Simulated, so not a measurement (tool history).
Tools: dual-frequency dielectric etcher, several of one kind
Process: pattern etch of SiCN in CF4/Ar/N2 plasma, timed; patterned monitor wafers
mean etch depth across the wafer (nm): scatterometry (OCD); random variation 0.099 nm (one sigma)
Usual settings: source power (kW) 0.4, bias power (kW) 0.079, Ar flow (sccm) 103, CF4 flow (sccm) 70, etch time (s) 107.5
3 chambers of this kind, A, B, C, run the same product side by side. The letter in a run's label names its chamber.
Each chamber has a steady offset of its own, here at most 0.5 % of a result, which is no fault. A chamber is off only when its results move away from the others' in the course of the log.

run,hour,source power (kW),bias power (kW),Ar flow (sccm),CF4 flow (sccm),etch time (s),"read-back reference wafer on the same gauge, depth_nm",mean etch depth across the wafer (nm)
1C,15.4,0.4,0.079,103,70,107.5,70.025,85.845
2A,26.2,0.4,0.079,103,70,107.5,69.987,86.3
3B,42.1,0.4,0.079,103,70,107.5,70.008,86.013
4B,51.8,0.4,0.079,103,70,107.5,70.059,85.916
5A,59.7,0.4,0.079,103,70,107.5,70.064,86.387
6C,76.1,0.4,0.086,103,84,107.5,70.088,90.931
7B,84.8,0.4,0.086,103,84,107.5,70.052,90.945
# hour 84.9: chamber A: bias power generator calibrated
8A,96.5,0.4,0.086,103,84,107.5,70.063,91.157
9C,107,0.4,0.079,103,70,107.5,70.064,86.004
10C,120.1,0.4,0.079,103,70,107.5,70.073,85.983
# hour 131.7: chamber A: wet clean of the chamber
11A,136.7,0.4,0.079,103,70,107.5,70.118,86.195
12B,149.4,0.4,0.079,116,70,81,70.124,63.781
13C,163.5,0.4,0.079,116,70,81,70.118,63.654
# hour 170.7: chamber B: Ar flow controller replaced
14B,177.6,0.4,0.079,116,70,81,70.155,63.803
15A,193.2,0.4,0.079,103,70,107.5,70.152,86.355
16B,207,0.4,0.079,103,70,107.5,70.165,86.102
# hour 211: chamber C: wet clean of the chamber
17A,222.9,0.4,0.079,103,70,122,70.193,98.07
# hour 224.2: chamber B: wet clean of the chamber
18C,233.6,0.4,0.079,103,70,122,70.213,97.879
19B,249.2,0.4,0.079,103,70,122,70.21,97.934
20C,262,0.4,0.079,123,70,107.5,70.209,83.89
21A,277.8,0.4,0.079,123,70,107.5,70.232,84.16
22A,292.9,0.4,0.079,123,70,107.5,70.223,84.373
23C,304.5,0.4,0.079,103,70,107.5,70.248,86.337
24B,312.4,0.4,0.079,103,70,107.5,70.248,86.268
25A,324.1,0.4,0.079,122,84,107.5,70.266,86.55
26C,338.9,0.4,0.079,122,84,107.5,70.288,86.29
27B,353.3,0.4,0.079,122,84,107.5,70.289,86.435
28C,364.2,0.4,0.079,103,70,107.5,70.291,86.102
29A,380.7,0.4,0.079,103,70,107.5,70.309,86.467
30B,388.8,0.4,0.079,103,70,107.5,70.326,86.298
31A,397.3,0.4,0.079,103,70,107.5,70.307,86.543

Next, every chamber runs the same settings. What will each give?
32A,409.2,0.4,0.079,103,70,107.5,,?
32B,409.2,0.4,0.079,103,70,107.5,,?
32C,409.2,0.4,0.079,103,70,107.5,,?

run,mean etch depth across the wafer (nm)
32A,86.597
32B,86.547
32C,86.093
